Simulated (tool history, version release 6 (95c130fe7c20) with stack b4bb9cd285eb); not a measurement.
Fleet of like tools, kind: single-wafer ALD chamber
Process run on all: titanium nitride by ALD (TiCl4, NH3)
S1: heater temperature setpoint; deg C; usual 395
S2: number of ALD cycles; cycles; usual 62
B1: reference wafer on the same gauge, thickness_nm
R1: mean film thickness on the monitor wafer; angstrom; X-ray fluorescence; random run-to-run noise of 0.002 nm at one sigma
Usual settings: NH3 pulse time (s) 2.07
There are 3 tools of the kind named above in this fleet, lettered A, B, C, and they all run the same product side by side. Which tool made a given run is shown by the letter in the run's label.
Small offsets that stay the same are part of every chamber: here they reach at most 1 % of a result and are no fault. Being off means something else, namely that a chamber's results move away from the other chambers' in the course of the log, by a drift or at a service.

run 1B day=0.175 | S1=395 S2=62 NH3_pulse_time_(s)=2.07 | B1=1.4094 | R1=13.718
run 2C day=0.517 | S1=395 S2=62 NH3_pulse_time_(s)=2.07 | B1=1.4092 | R1=13.665
run 3A day=0.829 | S1=395 S2=62 NH3_pulse_time_(s)=2.07 | B1=1.4093 | R1=13.510
run 4B day=1.054 | S1=395 S2=62 NH3_pulse_time_(s)=2.07 | B1=1.4089 | R1=13.741
run 5A day=1.408 | S1=395 S2=62 NH3_pulse_time_(s)=2.07 | B1=1.4087 | R1=13.538
run 6C day=1.654 | S1=395 S2=62 NH3_pulse_time_(s)=2.07 | B1=1.4087 | R1=13.645
run 7C day=1.858 | S1=395 S2=62 NH3_pulse_time_(s)=2.07 | B1=1.4080 | R1=13.596
run 8B day=2.162 | S1=395 S2=62 NH3_pulse_time_(s)=2.07 | B1=1.4080 | R1=13.690
run 9A day=2.504 | S1=395 S2=62 NH3_pulse_time_(s)=2.07 | B1=1.4076 | R1=13.538
run 10A day=2.679 | S1=391 S2=62 NH3_pulse_time_(s)=2.07 | B1=1.4077 | R1=13.469
run 11C day=2.946 | S1=391 S2=62 NH3_pulse_time_(s)=2.07 | B1=1.4073 | R1=13.599
run 12B day=3.212 | S1=391 S2=62 NH3_pulse_time_(s)=2.07 | B1=1.4067 | R1=13.690
run 13B day=3.450 | S1=395 S2=62 NH3_pulse_time_(s)=2.07 | B1=1.4061 | R1=13.711
run 14A day=3.704 | S1=395 S2=62 NH3_pulse_time_(s)=2.07 | B1=1.4067 | R1=13.513
run 15C day=3.975 | S1=395 S2=62 NH3_pulse_time_(s)=2.07 | B1=1.4065 | R1=13.659
run 16B day=4.262 | S1=395 S2=62 NH3_pulse_time_(s)=2.07 | B1=1.4062 | R1=13.633
run 17C day=4.588 | S1=395 S2=62 NH3_pulse_time_(s)=2.07 | B1=1.4058 | R1=13.614
run 18A day=4.925 | S1=395 S2=58 NH3_pulse_time_(s)=1.54 | B1=1.4051 | R1=12.474
run 19C day=5.158 | S1=395 S2=58 NH3_pulse_time_(s)=1.54 | B1=1.4055 | R1=12.529
run 20B day=5.342 | S1=395 S2=58 NH3_pulse_time_(s)=1.54 | B1=1.4044 | R1=12.583
run 21A day=5.517 | S1=395 S2=62 NH3_pulse_time_(s)=2.07 | B1=1.4041 | R1=13.502
run 22A day=5.808 | S1=395 S2=62 NH3_pulse_time_(s)=2.07 | B1=1.4048 | R1=13.462
run 23C day=6.054 | S1=395 S2=62 NH3_pulse_time_(s)=2.07 | B1=1.4040 | R1=13.627
run 24B day=6.404 | S1=395 S2=62 NH3_pulse_time_(s)=2.07 | B1=1.4039 | R1=13.708
run 25A day=6.671 | S1=395 S2=62 NH3_pulse_time_(s)=2.07 | B1=1.4034 | R1=13.509
run 26C day=6.871 | S1=395 S2=62 NH3_pulse_time_(s)=2.07 | B1=1.4038 | R1=13.602
run 27B day=7.112 | S1=403 S2=62 NH3_pulse_time_(s)=2.44 | B1=1.4029 | R1=13.801
run 28A day=7.379 | S1=403 S2=62 NH3_pulse_time_(s)=2.44 | B1=1.4032 | R1=13.645
run 29C day=7.575 | S1=403 S2=62 NH3_pulse_time_(s)=2.44 | B1=1.4027 | R1=13.737
run 30B day=7.800 | S1=395 S2=62 NH3_pulse_time_(s)=2.07 | B1=1.4025 | R1=13.607
run 31C day=8.012 | S1=395 S2=62 NH3_pulse_time_(s)=2.07 | B1=1.4027 | R1=13.580
run 32B day=8.183 | S1=395 S2=62 NH3_pulse_time_(s)=2.07 | B1=1.4018 | R1=13.652
run 33A day=8.404 | S1=395 S2=50 NH3_pulse_time_(s)=2.07 | B1=1.4020 | R1=10.864

Next, every chamber runs the same settings. What will each give?
run 34A day=8.683 | S1=395 S2=62 NH3_pulse_time_(s)=2.07 | R1=?
run 34B day=8.683 | S1=395 S2=62 NH3_pulse_time_(s)=2.07 | R1=?
run 34C day=8.683 | S1=395 S2=62 NH3_pulse_time_(s)=2.07 | R1=?

run=34A R1=13.451
run=34B R1=13.649
run=34C R1=13.563
